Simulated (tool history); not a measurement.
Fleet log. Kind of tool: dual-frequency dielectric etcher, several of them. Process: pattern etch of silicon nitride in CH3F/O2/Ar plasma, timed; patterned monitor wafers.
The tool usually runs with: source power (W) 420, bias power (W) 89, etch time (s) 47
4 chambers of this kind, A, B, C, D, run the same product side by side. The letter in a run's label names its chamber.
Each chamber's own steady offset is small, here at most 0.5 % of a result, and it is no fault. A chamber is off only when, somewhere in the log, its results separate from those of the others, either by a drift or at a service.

run	day	source power (W)	bias power (W)	etch time (s)	hours since the last wet clean	hours since the last source power generator calibration	hours since the last bias power generator calibration	read-back reference wafer on the same gauge, depth_nm	mean etch depth across the wafer (Å)
1A	0.283	420	89	47	273.5	1095.7	2301.7	36.445	363.26
2D	0.496	420	89	47	372.3	985.8	1005.8	36.397	360.35
3C	0.717	420	89	47	284	3278.7	1528.5	36.409	365.54
4B	0.95	420	89	47	31.1	1572.4	1486.1	36.399	360.38
5C	1.183	420	89	47	295.2	3289.9	1539.7	36.415	365.67
6B	1.458	420	89	47	43.3	1584.6	1498.3	36.387	364.78
7D	1.625	420	89	47	399.4	1012.9	1032.9	36.455	358.06
8A	1.812	420	89	47	310.2	1132.4	2338.4	36.359	365.65
9A	2.112	420	89	47	317.4	1139.6	2345.6	36.371	365.54
10D	2.325	420	89	47	416.2	1029.7	1049.7	36.426	360.99
11C	2.588	420	89	47	328.9	3323.6	1573.4	36.408	363.52
12B	2.788	420	89	47	75.2	1616.5	1530.2	36.407	362.87
13B	3.012	420	89	47	80.6	1621.9	1535.6	36.438	362.33
14D	3.217	420	89	47	437.6	1051.1	1071.1	36.386	361.57
15A	3.446	420	89	47	349.4	1171.6	2377.6	36.351	362.08
16C	3.729	420	89	47	356.3	3351	1600.8	36.439	365.19
17C	3.912	490	89	47	360.7	3355.4	1605.2	36.362	387.97
18A	4.133	490	89	47	365.9	1188.1	2394.1	36.362	384.78
# day 4.308: chamber C: wet clean of the chamber
19B	4.317	490	89	47	111.9	1653.2	1566.9	36.405	380.93
20D	4.596	490	89	47	470.7	1084.2	1104.2	36.391	385.26
21B	4.738	420	89	47	122	1663.3	1577	36.417	363
22D	4.9	420	80	57.5	478	1091.5	1111.5	36.335	425.2
23C	5.071	420	80	57.5	18.4	3383.2	1633	36.369	426.88
# day 5.208: chamber A: wet clean of the chamber
24A	5.375	420	80	57.5	4	1217.9	2423.9	36.392	429
25D	5.567	420	80	57.5	494	1107.5	1127.5	36.414	424.02
26C	5.812	420	89	47	36.2	3401	1650.8	36.419	364.41
27B	6.071	420	89	47	154	1695.3	1609	36.382	363.28
28A	6.279	420	89	47	25.7	1239.6	2445.6	36.39	363.75
29A	6.483	420	89	47	30.6	1244.5	2450.5	36.408	362.24
30C	6.638	420	89	47	56	3420.8	1670.6	36.4	362.58
31B	6.921	420	89	47	174.4	1715.7	1629.4	36.389	363.33
32D	7.121	420	75	39	531.3	1144.8	1164.8	36.442	283.49
33D	7.338	420	75	39	536.5	1150	1170	36.409	282.02
34C	7.562	420	75	39	78.2	3443	1692.8	36.376	284.21
35A	7.808	420	75	39	62.4	1276.3	2482.3	36.419	283.83
36B	8.029	420	89	47	201	1742.3	1656	36.374	357.98
37C	8.196	420	89	47	93.4	3458.2	1708	36.4	362.12
38D	8.458	420	89	47	563.4	1176.9	1196.9	36.446	361.97
39A	8.729	420	89	47	84.5	1298.4	2504.4	36.337	367.01
40B	9.025	420	89	47	224.9	1766.2	1679.9	36.436	362.85
41A	9.292	420	89	47	98	1311.9	2517.9	36.379	359.86
42B	9.538	420	89	47	237.2	1778.5	1692.2	36.408	359.15

All chambers now run identical settings, listed one chamber a line with results as question marks. What results will each chamber show?
43A	9.771	420	71	47					?
43B	9.771	420	71	47					?
43C	9.771	420	71	47					?
43D	9.771	420	71	47					?

run	mean etch depth across the wafer (Å)
43A	336.6
43B	333.64
43C	336.29
43D	331.43
